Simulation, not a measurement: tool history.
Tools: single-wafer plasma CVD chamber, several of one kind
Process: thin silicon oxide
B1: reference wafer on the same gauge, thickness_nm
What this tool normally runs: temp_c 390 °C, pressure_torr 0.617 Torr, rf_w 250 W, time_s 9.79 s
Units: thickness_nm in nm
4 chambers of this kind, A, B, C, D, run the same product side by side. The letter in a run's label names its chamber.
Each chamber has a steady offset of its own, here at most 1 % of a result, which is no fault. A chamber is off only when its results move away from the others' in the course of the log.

run 1C hour=4.7 | temp_c=390 pressure_torr=0.617 rf_w=250 time_s=9.79 | B1=10.802 | thickness_nm=12.838
run 2D hour=7.7 | temp_c=390 pressure_torr=0.617 rf_w=250 time_s=9.79 | B1=10.802 | thickness_nm=12.802
run 3A hour=13 | temp_c=390 pressure_torr=0.617 rf_w=250 time_s=9.79 | B1=10.807 | thickness_nm=12.824
run 4B hour=17.6 | temp_c=390 pressure_torr=0.617 rf_w=250 time_s=9.79 | B1=10.809 | thickness_nm=12.705
run 5D hour=20.9 | temp_c=390 pressure_torr=0.617 rf_w=250 time_s=9.79 | B1=10.81 | thickness_nm=12.755
run 6A hour=24.9 | temp_c=390 pressure_torr=0.617 rf_w=250 time_s=9.79 | B1=10.818 | thickness_nm=12.808
run 7B hour=28.6 | temp_c=390 pressure_torr=0.617 rf_w=250 time_s=9.79 | B1=10.818 | thickness_nm=12.674
run 8C hour=33.7 | temp_c=390 pressure_torr=0.617 rf_w=250 time_s=9.79 | B1=10.819 | thickness_nm=12.868
run 9B hour=38.5 | temp_c=390 pressure_torr=0.617 rf_w=250 time_s=9.79 | B1=10.825 | thickness_nm=12.701
run 10D hour=43.4 | temp_c=390 pressure_torr=0.617 rf_w=250 time_s=9.79 | B1=10.829 | thickness_nm=12.82
-- hour=46.4 chamber C: RF generator calibrated
run 11A hour=47.5 | temp_c=390 pressure_torr=0.617 rf_w=250 time_s=9.79 | B1=10.823 | thickness_nm=12.818
run 12C hour=52 | temp_c=404 pressure_torr=0.558 rf_w=250 time_s=9.79 | B1=10.833 | thickness_nm=11.451
run 13A hour=56.2 | temp_c=404 pressure_torr=0.558 rf_w=250 time_s=9.79 | B1=10.833 | thickness_nm=11.417
run 14B hour=61.1 | temp_c=404 pressure_torr=0.558 rf_w=250 time_s=9.79 | B1=10.832 | thickness_nm=11.28
run 15D hour=66.2 | temp_c=404 pressure_torr=0.558 rf_w=250 time_s=9.79 | B1=10.838 | thickness_nm=11.349
run 16C hour=70.6 | temp_c=390 pressure_torr=0.617 rf_w=250 time_s=9.79 | B1=10.84 | thickness_nm=12.918
run 17D hour=76 | temp_c=390 pressure_torr=0.617 rf_w=250 time_s=9.79 | B1=10.844 | thickness_nm=12.854
run 18A hour=80.6 | temp_c=390 pressure_torr=0.617 rf_w=250 time_s=9.79 | B1=10.843 | thickness_nm=12.862
run 19B hour=84.2 | temp_c=390 pressure_torr=0.617 rf_w=250 time_s=9.79 | B1=10.85 | thickness_nm=12.776
run 20C hour=87.3 | temp_c=390 pressure_torr=0.617 rf_w=250 time_s=9.79 | B1=10.849 | thickness_nm=12.925
run 21B hour=93.1 | temp_c=390 pressure_torr=0.617 rf_w=250 time_s=9.79 | B1=10.856 | thickness_nm=12.721
run 22A hour=96 | temp_c=390 pressure_torr=0.617 rf_w=250 time_s=9.79 | B1=10.857 | thickness_nm=12.873
run 23D hour=99.9 | temp_c=399 pressure_torr=0.617 rf_w=250 time_s=10.81 | B1=10.857 | thickness_nm=14.12
run 24C hour=102.7 | temp_c=399 pressure_torr=0.617 rf_w=250 time_s=10.81 | B1=10.857 | thickness_nm=14.162
run 25A hour=106.9 | temp_c=399 pressure_torr=0.617 rf_w=250 time_s=10.81 | B1=10.863 | thickness_nm=14.113
run 26D hour=112.4 | temp_c=399 pressure_torr=0.617 rf_w=250 time_s=10.81 | B1=10.862 | thickness_nm=14.126
run 27C hour=115 | temp_c=390 pressure_torr=0.617 rf_w=265 time_s=9.79 | B1=10.867 | thickness_nm=13.286
run 28B hour=117.6 | temp_c=390 pressure_torr=0.617 rf_w=265 time_s=9.79 | B1=10.877 | thickness_nm=13.087
run 29D hour=122.6 | temp_c=390 pressure_torr=0.617 rf_w=265 time_s=9.79 | B1=10.876 | thickness_nm=13.205
run 30B hour=125.7 | temp_c=390 pressure_torr=0.617 rf_w=265 time_s=9.79 | B1=10.874 | thickness_nm=13.093

Which is it: a chamber that has drifted or been left off by a service, a gauge drift common to all chambers, or only each chamber's usual small offset? If a chamber is off, name it and its likeliest cause.

No chamber is off; the gauge reading every chamber's wafers drifts, which makes the whole fleet appear to move together.
Cause: gauge reads high (%) = 0.713.
